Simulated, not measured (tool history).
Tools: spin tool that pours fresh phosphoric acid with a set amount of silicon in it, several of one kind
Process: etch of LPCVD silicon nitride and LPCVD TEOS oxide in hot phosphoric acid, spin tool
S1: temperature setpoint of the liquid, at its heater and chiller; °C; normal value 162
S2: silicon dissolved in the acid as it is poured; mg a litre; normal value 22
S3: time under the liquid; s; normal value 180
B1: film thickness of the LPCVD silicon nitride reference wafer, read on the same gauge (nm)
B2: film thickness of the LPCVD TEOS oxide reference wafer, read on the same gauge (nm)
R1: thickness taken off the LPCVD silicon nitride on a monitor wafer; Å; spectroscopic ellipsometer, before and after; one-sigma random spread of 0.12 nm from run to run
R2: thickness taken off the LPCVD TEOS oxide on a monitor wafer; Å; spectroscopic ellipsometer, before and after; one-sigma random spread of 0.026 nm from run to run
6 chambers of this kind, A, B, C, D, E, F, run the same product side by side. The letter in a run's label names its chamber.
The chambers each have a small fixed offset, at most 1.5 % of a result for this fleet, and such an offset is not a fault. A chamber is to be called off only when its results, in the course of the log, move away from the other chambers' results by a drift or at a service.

run	day	S1	S2	S3	B1	B2	R1	R2
1E	0.346	162	22	180	30.003	129.98	166.370	7.5109
2B	0.617	162	22	180	29.997	130.02	164.870	6.8696
3D	0.888	162	22	180	29.985	129.99	165.200	7.4677
4C	1.133	162	22	180	30.042	129.97	165.190	7.3632
5A	1.421	162	22	180	29.968	130.01	163.330	7.5748
6F	1.767	162	22	180	29.986	130.00	163.530	7.1255
7B	1.983	160	22	90	30.023	130.01	78.110	3.1181
8D	2.158	160	22	90	29.961	129.99	76.073	3.1186
9E	2.533	160	22	90	29.969	130.00	76.994	2.9480
10A	2.733	160	22	90	30.018	130.00	76.335	3.1207
11C	2.908	160	22	90	30.038	130.03	77.138	3.2473
12F	3.229	160	22	90	30.008	129.99	76.168	3.0503
13C	3.529	162	22	180	30.000	130.01	163.550	7.3226
14A	3.892	162	7	245	30.016	130.01	224.750	14.4530
15F	4.258	162	7	245	30.012	130.02	223.310	13.4700
16B	4.517	162	7	245	30.024	130.00	225.710	14.5370
17E	4.879	162	7	245	29.992	129.98	222.040	13.5400
18D	5.058	162	7	245	29.946	130.00	223.270	13.7770
19B	5.433	162	7	245	30.000	130.00	225.200	14.4430
20A	5.683	162	22	180	29.949	130.02	165.280	7.1904
21D	6.050	162	22	180	30.015	129.98	164.550	6.8521
22C	6.254	162	22	180	29.961	130.01	164.850	7.3307
23F	6.458	162	22	180	29.979	130.00	163.480	7.1943
24E	6.762	162	22	180	29.998	130.05	156.850	6.7027
25E	6.929	162	22	180	29.935	130.00	155.550	6.1589
26B	7.200	162	22	180	29.982	130.03	162.820	7.2545
27D	7.383	162	22	180	30.014	130.02	163.060	7.4623
28A	7.750	162	22	180	29.958	130.01	163.290	7.0574
29F	8.067	162	22	180	29.978	129.99	161.070	7.0359
30C	8.279	162	22	250	29.995	130.02	232.160	10.2810
31E	8.538	162	22	250	29.976	130.01	216.270	8.7970
32C	8.888	162	22	250	29.966	130.01	230.850	9.8463
33B	9.183	162	22	250	29.969	129.99	227.270	9.7704
34F	9.483	162	22	250	30.014	129.99	227.520	9.3287
35A	9.758	162	22	250	29.999	130.00	227.380	9.8473
36D	10.050	162	22	180	30.006	130.00	165.040	7.2679

Does one chamber stand apart from the rest, does the shared gauge drift, or is all well apart from small per-chamber offsets? Give the chamber and the most likely cause, where there is one.

One chamber, E, drifts off from the rest bit by bit.
Cause: temperature lost on the way to the wafer (K) = 2.74.
The log might look much the same if the cause were instead: liquid colder than its thermometer reads (K).

Which of the 4 candidates below, each the usual settings with something changed and its results left as question marks, puts chamber E back in line with what the other chambers give on the usual settings?
To be in line, a result may differ from the other chambers' mean on the usual settings by at most: R1 4.100 Å; R2 0.9000 Å
37E-1	10.329	162	20.5	185			?	?
37E-2	10.329	162	23.5	175			?	?
37E-3	10.329	162	25.5	165			?	?
37E-4	10.329	162	18.5	195			?	?

The mean the other chambers reach with the usual settings: R1 163.760 Å; R2 7.1244 Å
run	R1	R2
37E-1	153.890	6.0937
37E-2	145.570	5.2630
37E-3	137.250	4.6472
37E-4	162.210	6.7954
37E-4 is the one that brings the chamber's results back in line with the other chambers.

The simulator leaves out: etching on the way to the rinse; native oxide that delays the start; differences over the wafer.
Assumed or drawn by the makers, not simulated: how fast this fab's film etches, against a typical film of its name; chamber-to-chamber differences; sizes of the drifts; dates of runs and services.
